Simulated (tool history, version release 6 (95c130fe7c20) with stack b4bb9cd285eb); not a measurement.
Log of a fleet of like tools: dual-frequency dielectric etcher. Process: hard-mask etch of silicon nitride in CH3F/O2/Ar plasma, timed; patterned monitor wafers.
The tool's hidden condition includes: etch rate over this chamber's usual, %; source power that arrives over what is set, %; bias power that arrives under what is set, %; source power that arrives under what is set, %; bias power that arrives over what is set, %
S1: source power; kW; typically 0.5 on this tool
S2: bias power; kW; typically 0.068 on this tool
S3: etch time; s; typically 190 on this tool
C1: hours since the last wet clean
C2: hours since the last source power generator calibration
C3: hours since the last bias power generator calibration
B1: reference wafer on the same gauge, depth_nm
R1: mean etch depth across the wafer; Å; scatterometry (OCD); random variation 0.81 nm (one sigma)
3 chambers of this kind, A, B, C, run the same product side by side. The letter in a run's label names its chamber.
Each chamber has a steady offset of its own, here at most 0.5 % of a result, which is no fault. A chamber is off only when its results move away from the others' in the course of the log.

run 1A hour=5.2 | S1=0.5 S2=0.068 S3=190 | C1=102.2 C2=2490.2 C3=3166.5 | B1=131.06 | R1=1422
run 2B hour=10.1 | S1=0.5 S2=0.068 S3=190 | C1=156.9 C2=653 C3=4093.6 | B1=130.81 | R1=1412.5
run 3C hour=16.2 | S1=0.5 S2=0.068 S3=190 | C1=84.7 C2=768 C3=4439.2 | B1=131.11 | R1=1427.1
run 4C hour=26.7 | S1=0.5 S2=0.068 S3=190 | C1=95.2 C2=778.5 C3=4449.7 | B1=131.01 | R1=1408.6
run 5B hour=35.1 | S1=0.5 S2=0.068 S3=190 | C1=181.9 C2=678 C3=4118.6 | B1=131.14 | R1=1426.8
run 6A hour=43.9 | S1=0.5 S2=0.068 S3=190 | C1=140.9 C2=2528.9 C3=3205.2 | B1=131 | R1=1414.7
run 7C hour=53.6 | S1=0.5 S2=0.068 S3=190 | C1=122.1 C2=805.4 C3=4476.6 | B1=131.18 | R1=1401.4
run 8B hour=59.2 | S1=0.5 S2=0.068 S3=190 | C1=206 C2=702.1 C3=4142.7 | B1=130.79 | R1=1416.4
run 9A hour=66.4 | S1=0.5 S2=0.068 S3=190 | C1=163.4 C2=2551.4 C3=3227.7 | B1=130.98 | R1=1428.6
run 10B hour=76.2 | S1=0.5 S2=0.056 S3=190 | C1=223 C2=719.1 C3=4159.7 | B1=130.86 | R1=1340.7
run 11A hour=87 | S1=0.5 S2=0.056 S3=190 | C1=184 C2=2572 C3=3248.3 | B1=131.02 | R1=1338
run 12C hour=96.1 | S1=0.5 S2=0.056 S3=190 | C1=164.6 C2=847.9 C3=4519.1 | B1=130.88 | R1=1341
run 13C hour=106 | S1=0.5 S2=0.068 S3=190 | C1=174.5 C2=857.8 C3=4529 | B1=131.04 | R1=1419.2
-- hour=109.7 chamber C: bias power generator calibrated
run 14A hour=115.2 | S1=0.5 S2=0.078 S3=190 | C1=212.2 C2=2600.2 C3=3276.5 | B1=131.14 | R1=1489.4
run 15B hour=120.6 | S1=0.5 S2=0.078 S3=190 | C1=267.4 C2=763.5 C3=4204.1 | B1=130.95 | R1=1491
run 16A hour=127.5 | S1=0.5 S2=0.078 S3=190 | C1=224.5 C2=2612.5 C3=3288.8 | B1=130.98 | R1=1486.1
run 17B hour=133.9 | S1=0.5 S2=0.068 S3=190 | C1=280.7 C2=776.8 C3=4217.4 | B1=130.94 | R1=1429.3
run 18C hour=143.5 | S1=0.5 S2=0.068 S3=190 | C1=212 C2=895.3 C3=33.9 | B1=130.81 | R1=1415.5
run 19A hour=149.7 | S1=0.5 S2=0.068 S3=190 | C1=246.7 C2=2634.7 C3=3311 | B1=130.85 | R1=1416.8
-- hour=154.2 chamber B: bias power generator calibrated
run 20C hour=154.6 | S1=0.5 S2=0.068 S3=190 | C1=223.1 C2=906.4 C3=45 | B1=130.9 | R1=1422.2
run 21B hour=163.3 | S1=0.5 S2=0.068 S3=190 | C1=310.1 C2=806.2 C3=9.2 | B1=130.95 | R1=1427
run 22C hour=171.8 | S1=0.5 S2=0.068 S3=190 | C1=240.3 C2=923.6 C3=62.2 | B1=130.85 | R1=1390.8
run 23A hour=176.6 | S1=0.5 S2=0.068 S3=190 | C1=273.6 C2=2661.6 C3=3337.9 | B1=131.05 | R1=1423.1
run 24B hour=181.7 | S1=0.5 S2=0.068 S3=190 | C1=328.5 C2=824.6 C3=27.6 | B1=130.92 | R1=1425.2
run 25B hour=189.2 | S1=0.5 S2=0.068 S3=190 | C1=336 C2=832.1 C3=35.1 | B1=130.93 | R1=1437.8
run 26C hour=196.7 | S1=0.5 S2=0.068 S3=190 | C1=265.2 C2=948.5 C3=87.1 | B1=131 | R1=1418.1
run 27A hour=203.4 | S1=0.5 S2=0.068 S3=190 | C1=300.4 C2=2688.4 C3=3364.7 | B1=130.82 | R1=1408.2

All 3 chambers run these settings next. Forecast each chamber's results:
run 28A hour=211.2 | S1=0.5 S2=0.068 S3=190 | R1=?
run 28B hour=211.2 | S1=0.5 S2=0.068 S3=190 | R1=?
run 28C hour=211.2 | S1=0.5 S2=0.068 S3=190 | R1=?

run=28A R1=1412.4
run=28B R1=1409.2
run=28C R1=1404

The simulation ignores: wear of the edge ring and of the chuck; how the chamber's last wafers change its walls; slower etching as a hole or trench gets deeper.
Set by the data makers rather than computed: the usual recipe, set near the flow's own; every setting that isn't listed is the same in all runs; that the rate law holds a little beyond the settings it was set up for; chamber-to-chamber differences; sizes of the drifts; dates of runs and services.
